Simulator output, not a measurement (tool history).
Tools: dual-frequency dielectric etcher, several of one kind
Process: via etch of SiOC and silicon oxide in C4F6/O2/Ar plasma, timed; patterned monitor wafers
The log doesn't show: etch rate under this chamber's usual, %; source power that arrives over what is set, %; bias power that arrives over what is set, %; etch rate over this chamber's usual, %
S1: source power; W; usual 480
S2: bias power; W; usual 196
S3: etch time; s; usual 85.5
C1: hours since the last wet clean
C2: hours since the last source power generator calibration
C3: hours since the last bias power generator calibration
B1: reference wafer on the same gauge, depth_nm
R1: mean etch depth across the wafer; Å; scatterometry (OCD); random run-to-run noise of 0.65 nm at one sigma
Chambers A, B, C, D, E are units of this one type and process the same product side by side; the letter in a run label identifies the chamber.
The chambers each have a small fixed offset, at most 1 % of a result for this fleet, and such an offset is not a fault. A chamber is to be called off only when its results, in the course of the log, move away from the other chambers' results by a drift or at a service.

{"day": 0.075, "done": "chamber C: wet clean of the chamber"}
{"run": "1C", "day": 0.229, "S1": 480, "S2": 196, "S3": 85.5, "C1": 3.8, "C2": 2855.2, "C3": 36.7, "B1": 104.09, "R1": 1064.4}
{"day": 0.271, "done": "chamber D: wet clean of the chamber"}
{"run": "2E", "day": 0.521, "S1": 480, "S2": 196, "S3": 85.5, "C1": 55.4, "C2": 1679.2, "C3": 2272.7, "B1": 104.0, "R1": 1048.6}
{"run": "3A", "day": 0.654, "S1": 480, "S2": 196, "S3": 85.5, "C1": 487.1, "C2": 757.6, "C3": 1127.6, "B1": 103.89, "R1": 1063.4}
{"run": "4D", "day": 0.812, "S1": 480, "S2": 196, "S3": 85.5, "C1": 13.0, "C2": 2787.2, "C3": 1713.3, "B1": 104.0, "R1": 1069.5}
{"run": "5B", "day": 0.996, "S1": 530, "S2": 240, "S3": 85.5, "C1": 314.3, "C2": 30.3, "C3": 974.5, "B1": 104.01, "R1": 1196.4}
{"run": "6B", "day": 1.288, "S1": 530, "S2": 240, "S3": 85.5, "C1": 321.3, "C2": 37.3, "C3": 981.5, "B1": 104.21, "R1": 1197.9}
{"run": "7A", "day": 1.517, "S1": 530, "S2": 240, "S3": 85.5, "C1": 507.8, "C2": 778.3, "C3": 1148.3, "B1": 104.02, "R1": 1174.8}
{"run": "8C", "day": 1.712, "S1": 530, "S2": 240, "S3": 85.5, "C1": 39.4, "C2": 2890.8, "C3": 72.3, "B1": 103.92, "R1": 1184.2}
{"run": "9E", "day": 1.912, "S1": 530, "S2": 240, "S3": 85.5, "C1": 88.8, "C2": 1712.6, "C3": 2306.1, "B1": 104.05, "R1": 1170.0}
{"run": "10D", "day": 2.125, "S1": 480, "S2": 196, "S3": 85.5, "C1": 44.5, "C2": 2818.7, "C3": 1744.8, "B1": 103.87, "R1": 1065.1}
{"run": "11B", "day": 2.354, "S1": 480, "S2": 196, "S3": 85.5, "C1": 346.9, "C2": 62.9, "C3": 1007.1, "B1": 103.92, "R1": 1081.5}
{"run": "12E", "day": 2.554, "S1": 480, "S2": 196, "S3": 85.5, "C1": 104.2, "C2": 1728.0, "C3": 2321.5, "B1": 104.04, "R1": 1055.2}
{"run": "13C", "day": 2.704, "S1": 480, "S2": 196, "S3": 85.5, "C1": 63.2, "C2": 2914.6, "C3": 96.1, "B1": 104.07, "R1": 1057.1}
{"run": "14A", "day": 2.838, "S1": 530, "S2": 196, "S3": 75.0, "C1": 539.5, "C2": 810.0, "C3": 1180.0, "B1": 104.01, "R1": 972.16}
{"run": "15D", "day": 2.996, "S1": 530, "S2": 196, "S3": 75.0, "C1": 65.4, "C2": 2839.6, "C3": 1765.7, "B1": 104.03, "R1": 979.17}
{"run": "16D", "day": 3.246, "S1": 530, "S2": 196, "S3": 75.0, "C1": 71.4, "C2": 2845.6, "C3": 1771.7, "B1": 103.98, "R1": 977.36}
{"run": "17A", "day": 3.458, "S1": 530, "S2": 196, "S3": 75.0, "C1": 554.4, "C2": 824.9, "C3": 1194.9, "B1": 104.06, "R1": 972.47}
{"run": "18C", "day": 3.696, "S1": 530, "S2": 196, "S3": 75.0, "C1": 87.0, "C2": 2938.4, "C3": 119.9, "B1": 104.03, "R1": 972.07}
{"run": "19E", "day": 3.95, "S1": 480, "S2": 196, "S3": 85.5, "C1": 137.7, "C2": 1761.5, "C3": 2355.0, "B1": 104.06, "R1": 1050.4}
{"run": "20B", "day": 4.088, "S1": 480, "S2": 196, "S3": 85.5, "C1": 388.5, "C2": 104.5, "C3": 1048.7, "B1": 104.07, "R1": 1085.9}
{"run": "21A", "day": 4.367, "S1": 480, "S2": 196, "S3": 85.5, "C1": 576.2, "C2": 846.7, "C3": 1216.7, "B1": 104.11, "R1": 1072.2}
{"run": "22C", "day": 4.596, "S1": 480, "S2": 196, "S3": 85.5, "C1": 108.6, "C2": 2960.0, "C3": 141.5, "B1": 104.06, "R1": 1062.9}
{"run": "23E", "day": 4.758, "S1": 480, "S2": 196, "S3": 85.5, "C1": 157.1, "C2": 1780.9, "C3": 2374.4, "B1": 104.11, "R1": 1059.0}
{"run": "24B", "day": 5.012, "S1": 480, "S2": 196, "S3": 85.5, "C1": 410.7, "C2": 126.7, "C3": 1070.9, "B1": 103.89, "R1": 1082.8}
{"run": "25D", "day": 5.296, "S1": 480, "S2": 196, "S3": 85.5, "C1": 120.6, "C2": 2894.8, "C3": 1820.9, "B1": 103.9, "R1": 1069.4}
{"run": "26C", "day": 5.471, "S1": 480, "S2": 196, "S3": 85.5, "C1": 129.6, "C2": 2981.0, "C3": 162.5, "B1": 104.11, "R1": 1062.5}
{"run": "27E", "day": 5.704, "S1": 410, "S2": 159, "S3": 85.5, "C1": 179.8, "C2": 1803.6, "C3": 2397.1, "B1": 103.9, "R1": 926.89}
{"day": 5.804, "done": "chamber B: wet clean of the chamber"}
{"run": "28B", "day": 5.904, "S1": 410, "S2": 159, "S3": 85.5, "C1": 2.4, "C2": 148.1, "C3": 1092.3, "B1": 103.96, "R1": 943.2}
{"run": "29A", "day": 6.117, "S1": 410, "S2": 159, "S3": 85.5, "C1": 618.2, "C2": 888.7, "C3": 1258.7, "B1": 104.07, "R1": 940.35}
{"run": "30D", "day": 6.254, "S1": 410, "S2": 159, "S3": 85.5, "C1": 143.6, "C2": 2917.8, "C3": 1843.9, "B1": 103.87, "R1": 942.82}
{"run": "31A", "day": 6.438, "S1": 410, "S2": 159, "S3": 85.5, "C1": 625.9, "C2": 896.4, "C3": 1266.4, "B1": 103.96, "R1": 944.82}
{"run": "32B", "day": 6.575, "S1": 480, "S2": 196, "S3": 85.5, "C1": 18.5, "C2": 164.2, "C3": 1108.4, "B1": 103.87, "R1": 1080.4}
{"run": "33D", "day": 6.775, "S1": 480, "S2": 196, "S3": 85.5, "C1": 156.1, "C2": 2930.3, "C3": 1856.4, "B1": 103.95, "R1": 1071.9}
{"run": "34E", "day": 6.975, "S1": 480, "S2": 196, "S3": 85.5, "C1": 210.3, "C2": 1834.1, "C3": 2427.6, "B1": 104.12, "R1": 1052.7}
{"run": "35C", "day": 7.188, "S1": 480, "S2": 196, "S3": 85.5, "C1": 170.8, "C2": 3022.2, "C3": 203.7, "B1": 103.96, "R1": 1063.8}
{"run": "36A", "day": 7.321, "S1": 480, "S2": 196, "S3": 85.5, "C1": 647.1, "C2": 917.6, "C3": 1287.6, "B1": 103.87, "R1": 1064.6}
{"run": "37C", "day": 7.6, "S1": 480, "S2": 196, "S3": 85.5, "C1": 180.7, "C2": 3032.1, "C3": 213.6, "B1": 104.05, "R1": 1063.3}
{"run": "38E", "day": 7.879, "S1": 480, "S2": 196, "S3": 85.5, "C1": 232.0, "C2": 1855.8, "C3": 2449.3, "B1": 104.02, "R1": 1056.6}
{"run": "39D", "day": 8.079, "S1": 480, "S2": 196, "S3": 85.5, "C1": 187.4, "C2": 2961.6, "C3": 1887.7, "B1": 103.95, "R1": 1073.8}

All chambers now run identical settings, listed one chamber a line with results as question marks. What results will each chamber show?
{"run": "40A", "day": 8.292, "S1": 590, "S2": 196, "S3": 85.5, "R1": "?"}
{"run": "40B", "day": 8.292, "S1": 590, "S2": 196, "S3": 85.5, "R1": "?"}
{"run": "40C", "day": 8.292, "S1": 590, "S2": 196, "S3": 85.5, "R1": "?"}
{"run": "40D", "day": 8.292, "S1": 590, "S2": 196, "S3": 85.5, "R1": "?"}
{"run": "40E", "day": 8.292, "S1": 590, "S2": 196, "S3": 85.5, "R1": "?"}

run=40A R1=1148.40
run=40B R1=1173.30
run=40C R1=1165.80
run=40D R1=1155.60
run=40E R1=1131.30
